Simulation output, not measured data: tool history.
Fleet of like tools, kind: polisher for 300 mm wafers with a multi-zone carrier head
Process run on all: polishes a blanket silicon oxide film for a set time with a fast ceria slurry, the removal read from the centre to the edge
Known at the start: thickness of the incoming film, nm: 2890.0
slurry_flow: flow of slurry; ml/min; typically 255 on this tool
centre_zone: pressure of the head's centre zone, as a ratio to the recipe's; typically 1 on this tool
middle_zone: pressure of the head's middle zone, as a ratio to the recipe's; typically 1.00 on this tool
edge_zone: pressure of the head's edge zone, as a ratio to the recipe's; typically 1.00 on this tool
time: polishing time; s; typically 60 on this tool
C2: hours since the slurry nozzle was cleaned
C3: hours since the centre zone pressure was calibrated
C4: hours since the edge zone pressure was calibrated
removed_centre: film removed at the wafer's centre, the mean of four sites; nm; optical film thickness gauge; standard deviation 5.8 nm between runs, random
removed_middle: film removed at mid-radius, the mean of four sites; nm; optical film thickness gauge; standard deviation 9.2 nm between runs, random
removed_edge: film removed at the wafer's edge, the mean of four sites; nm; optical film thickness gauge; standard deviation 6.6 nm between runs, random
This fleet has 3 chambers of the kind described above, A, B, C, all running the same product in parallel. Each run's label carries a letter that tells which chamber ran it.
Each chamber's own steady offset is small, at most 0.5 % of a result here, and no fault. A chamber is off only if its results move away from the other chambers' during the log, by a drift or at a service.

Run 1B, hour 3.2: usual settings; wafers polished on this pad 218; C2 65.7; C3 943.8; C4 49.7. Result: removed_centre 710.59 nm, removed_middle 684.54 nm, removed_edge 707.80 nm.
Run 2A, hour 5.7: usual settings; wafers polished on this pad 1047; C2 37.3; C3 1149.5; C4 146.4. Result: removed_centre 698.46 nm, removed_middle 698.63 nm, removed_edge 694.30 nm.
Run 3C, hour 8.7: usual settings; wafers polished on this pad 108; C2 123.1; C3 209.8; C4 171.0. Result: removed_centre 684.81 nm, removed_middle 687.47 nm, removed_edge 696.79 nm.
Run 4A, hour 12.8: usual settings; wafers polished on this pad 1098; C2 44.4; C3 1156.6; C4 153.5. Result: removed_centre 705.91 nm, removed_middle 723.45 nm, removed_edge 695.23 nm.
Run 5C, hour 15.8: usual settings; wafers polished on this pad 159; C2 130.2; C3 216.9; C4 178.1. Result: removed_centre 682.07 nm, removed_middle 693.17 nm, removed_edge 700.92 nm.
Run 6B, hour 20.3: usual settings; wafers polished on this pad 342; C2 82.8; C3 960.9; C4 66.8. Result: removed_centre 702.08 nm, removed_middle 701.15 nm, removed_edge 700.48 nm.
Run 7B, hour 24.5: usual settings; wafers polished on this pad 373; C2 87.0; C3 965.1; C4 71.0. Result: removed_centre 694.73 nm, removed_middle 680.58 nm, removed_edge 700.50 nm.
Run 8A, hour 28.8: usual settings; wafers polished on this pad 1215; C2 60.4; C3 1172.6; C4 169.5. Result: removed_centre 709.90 nm, removed_middle 714.31 nm, removed_edge 698.41 nm.
Run 9C, hour 31.5: usual settings; wafers polished on this pad 273; C2 145.9; C3 232.6; C4 193.8. Result: removed_centre 695.73 nm, removed_middle 685.94 nm, removed_edge 703.90 nm.
At hour 34.6: chamber A: worn pad replaced by a new one.
Run 10C, hour 35.7: usual settings; wafers polished on this pad 304; C2 150.1; C3 236.8; C4 198.0. Result: removed_centre 701.16 nm, removed_middle 709.70 nm, removed_edge 699.36 nm.
Run 11A, hour 39.7: usual settings; wafers polished on this pad 37; C2 71.3; C3 1183.5; C4 180.4. Result: removed_centre 699.86 nm, removed_middle 704.45 nm, removed_edge 713.49 nm.
Run 12B, hour 43.3: usual settings; wafers polished on this pad 509; C2 105.8; C3 983.9; C4 89.8. Result: removed_centre 702.55 nm, removed_middle 707.83 nm, removed_edge 684.43 nm.
Run 13A, hour 48.6: usual settings but slurry_flow 300 ml/min, edge_zone 1.07; wafers polished on this pad 102; C2 80.2; C3 1192.4; C4 189.3. Result: removed_centre 706.58 nm, removed_middle 704.14 nm, removed_edge 729.25 nm.
Run 14C, hour 52.5: usual settings but slurry_flow 300 ml/min, edge_zone 1.07; wafers polished on this pad 426; C2 166.9; C3 253.6; C4 214.8. Result: removed_centre 699.35 nm, removed_middle 707.29 nm, removed_edge 750.29 nm.
Run 15B, hour 55.6: usual settings but slurry_flow 300 ml/min, edge_zone 1.07; wafers polished on this pad 599; C2 118.1; C3 996.2; C4 102.1. Result: removed_centre 707.79 nm, removed_middle 692.49 nm, removed_edge 731.25 nm.
Run 16B, hour 59.5: usual settings; wafers polished on this pad 627; C2 122.0; C3 1000.1; C4 106.0. Result: removed_centre 697.22 nm, removed_middle 697.49 nm, removed_edge 702.06 nm.
At hour 61.1: chamber A: centre zone pressure recalibrated.
At hour 64.3: chamber C: worn pad replaced by a new one.
Run 17A, hour 64.4: usual settings but time 43 s; wafers polished on this pad 217; C2 96.0; C3 3.4; C4 205.1. Result: removed_centre 500.07 nm, removed_middle 516.02 nm, removed_edge 498.27 nm.
Run 18C, hour 69.2: usual settings but time 43 s; wafers polished on this pad 35; C2 183.6; C3 270.3; C4 231.5. Result: removed_centre 495.30 nm, removed_middle 495.17 nm, removed_edge 503.41 nm.
Run 19C, hour 74.5: usual settings but time 43 s; wafers polished on this pad 74; C2 188.9; C3 275.6; C4 236.8. Result: removed_centre 502.32 nm, removed_middle 492.37 nm, removed_edge 502.82 nm.
At hour 75.6: chamber B: centre zone pressure recalibrated.
Run 20A, hour 77.3: usual settings; wafers polished on this pad 311; C2 108.9; C3 16.3; C4 218.0. Result: removed_centre 701.94 nm, removed_middle 688.10 nm, removed_edge 700.71 nm.
Run 21B, hour 81.8: usual settings; wafers polished on this pad 790; C2 144.3; C3 6.3; C4 128.3. Result: removed_centre 750.76 nm, removed_middle 704.62 nm, removed_edge 689.01 nm.
Run 22A, hour 86.4: usual settings; wafers polished on this pad 377; C2 118.0; C3 25.4; C4 227.1. Result: removed_centre 709.23 nm, removed_middle 710.79 nm, removed_edge 708.43 nm.
At hour 90.0: chamber B: worn pad replaced by a new one.
Run 23C, hour 91.2: usual settings; wafers polished on this pad 195; C2 205.6; C3 292.3; C4 253.5. Result: removed_centre 688.03 nm, removed_middle 700.62 nm, removed_edge 705.94 nm.
Run 24B, hour 96.3: usual settings but middle_zone 0.92, time 48 s; wafers polished on this pad 46; C2 158.8; C3 20.8; C4 142.8. Result: removed_centre 599.06 nm, removed_middle 521.01 nm, removed_edge 569.52 nm.
Run 25B, hour 99.9: usual settings but middle_zone 0.92, time 48 s; wafers polished on this pad 72; C2 162.4; C3 24.4; C4 146.4. Result: removed_centre 596.15 nm, removed_middle 512.13 nm, removed_edge 560.85 nm.
Run 26A, hour 104.9: usual settings but middle_zone 0.92, time 48 s; wafers polished on this pad 512; C2 136.5; C3 43.9; C4 245.6. Result: removed_centre 557.13 nm, removed_middle 531.50 nm, removed_edge 558.38 nm.
Run 27C, hour 110.1: usual settings; wafers polished on this pad 333; C2 224.5; C3 311.2; C4 272.4. Result: removed_centre 694.13 nm, removed_middle 702.30 nm, removed_edge 696.11 nm.
Run 28C, hour 115.4: usual settings but slurry_flow 215 ml/min; wafers polished on this pad 372; C2 229.8; C3 316.5; C4 277.7. Result: removed_centre 673.61 nm, removed_middle 681.07 nm, removed_edge 685.58 nm.
Run 29B, hour 118.1: usual settings but slurry_flow 215 ml/min; wafers polished on this pad 204; C2 180.6; C3 42.6; C4 164.6. Result: removed_centre 730.56 nm, removed_middle 673.22 nm, removed_edge 684.95 nm.
Run 30A, hour 120.5: usual settings but slurry_flow 215 ml/min; wafers polished on this pad 625; C2 152.1; C3 59.5; C4 261.2. Result: removed_centre 675.24 nm, removed_middle 697.92 nm, removed_edge 691.86 nm.
Run 31C, hour 123.6: usual settings; wafers polished on this pad 431; C2 238.0; C3 324.7; C4 285.9. Result: removed_centre 691.31 nm, removed_middle 704.59 nm, removed_edge 690.45 nm.
Run 32B, hour 128.5: usual settings; wafers polished on this pad 280; C2 191.0; C3 53.0; C4 175.0. Result: removed_centre 741.90 nm, removed_middle 687.78 nm, removed_edge 689.66 nm.
Run 33A, hour 132.5: usual settings; wafers polished on this pad 713; C2 164.1; C3 71.5; C4 273.2. Result: removed_centre 698.40 nm, removed_middle 710.89 nm, removed_edge 680.93 nm.
Run 34A, hour 137.6: usual settings; wafers polished on this pad 750; C2 169.2; C3 76.6; C4 278.3. Result: removed_centre 702.16 nm, removed_middle 704.28 nm, removed_edge 700.68 nm.
Run 35C, hour 141.6: usual settings; wafers polished on this pad 562; C2 256.0; C3 342.7; C4 303.9. Result: removed_centre 692.79 nm, removed_middle 682.25 nm, removed_edge 695.44 nm.
At hour 143.1: chamber C: worn pad replaced by a new one.
Run 36B, hour 145.1: usual settings; wafers polished on this pad 401; C2 207.6; C3 69.6; C4 191.6. Result: removed_centre 742.66 nm, removed_middle 693.11 nm, removed_edge 701.21 nm.
Run 37C, hour 147.8: usual settings; wafers polished on this pad 34; C2 262.2; C3 348.9; C4 310.1. Result: removed_centre 682.42 nm, removed_middle 693.84 nm, removed_edge 698.41 nm.
Run 38B, hour 151.8: usual settings; wafers polished on this pad 450; C2 214.3; C3 76.3; C4 198.3. Result: removed_centre 742.06 nm, removed_middle 692.16 nm, removed_edge 683.46 nm.

Is one chamber out of step, is the gauge drifting, or do the chambers differ by no more than their own small offsets? For an off chamber, give its letter and the likeliest cause.

The work done on chamber B during a service left it standing apart from the others.
Cause: centre zone's pressure above its setpoint, % = 6.28.

Below are 4 candidate recipes for chamber B's next run, each the usual settings with a change, their results shown as question marks. Which of them brings B's results back in line with what the other chambers give on the usual settings?
Allowed miss from the other chambers' usual-settings mean, per result, to count as in line: removed_centre 20.00 nm; removed_middle 32.00 nm; removed_edge 23.00 nm
Run 39B-1, hour 155.7: usual settings but centre_zone 0.99. Result: removed_centre ?, removed_middle ?, removed_edge ?.
Run 39B-2, hour 155.7: usual settings but slurry_flow 260 ml/min, centre_zone 1.06, middle_zone 0.99, edge_zone 0.98. Result: removed_centre ?, removed_middle ?, removed_edge ?.
Run 39B-3, hour 155.7: usual settings but slurry_flow 250 ml/min, centre_zone 0.94, middle_zone 1.01, edge_zone 1.02. Result: removed_centre ?, removed_middle ?, removed_edge ?.
Run 39B-4, hour 155.7: usual settings but centre_zone 1.01. Result: removed_centre ?, removed_middle ?, removed_edge ?.

Other chambers, usual settings, mean: removed_centre 694.83 nm; removed_middle 697.00 nm; removed_edge 699.58 nm
  run  removed_centre  removed_middle  removed_edge
39B-1          742.21          689.63        693.65
39B-2          800.60          684.61        687.51
39B-3          700.13          694.48        699.70
39B-4          758.36          689.55        693.65
It is 39B-3 that realigns the chamber with its peers.
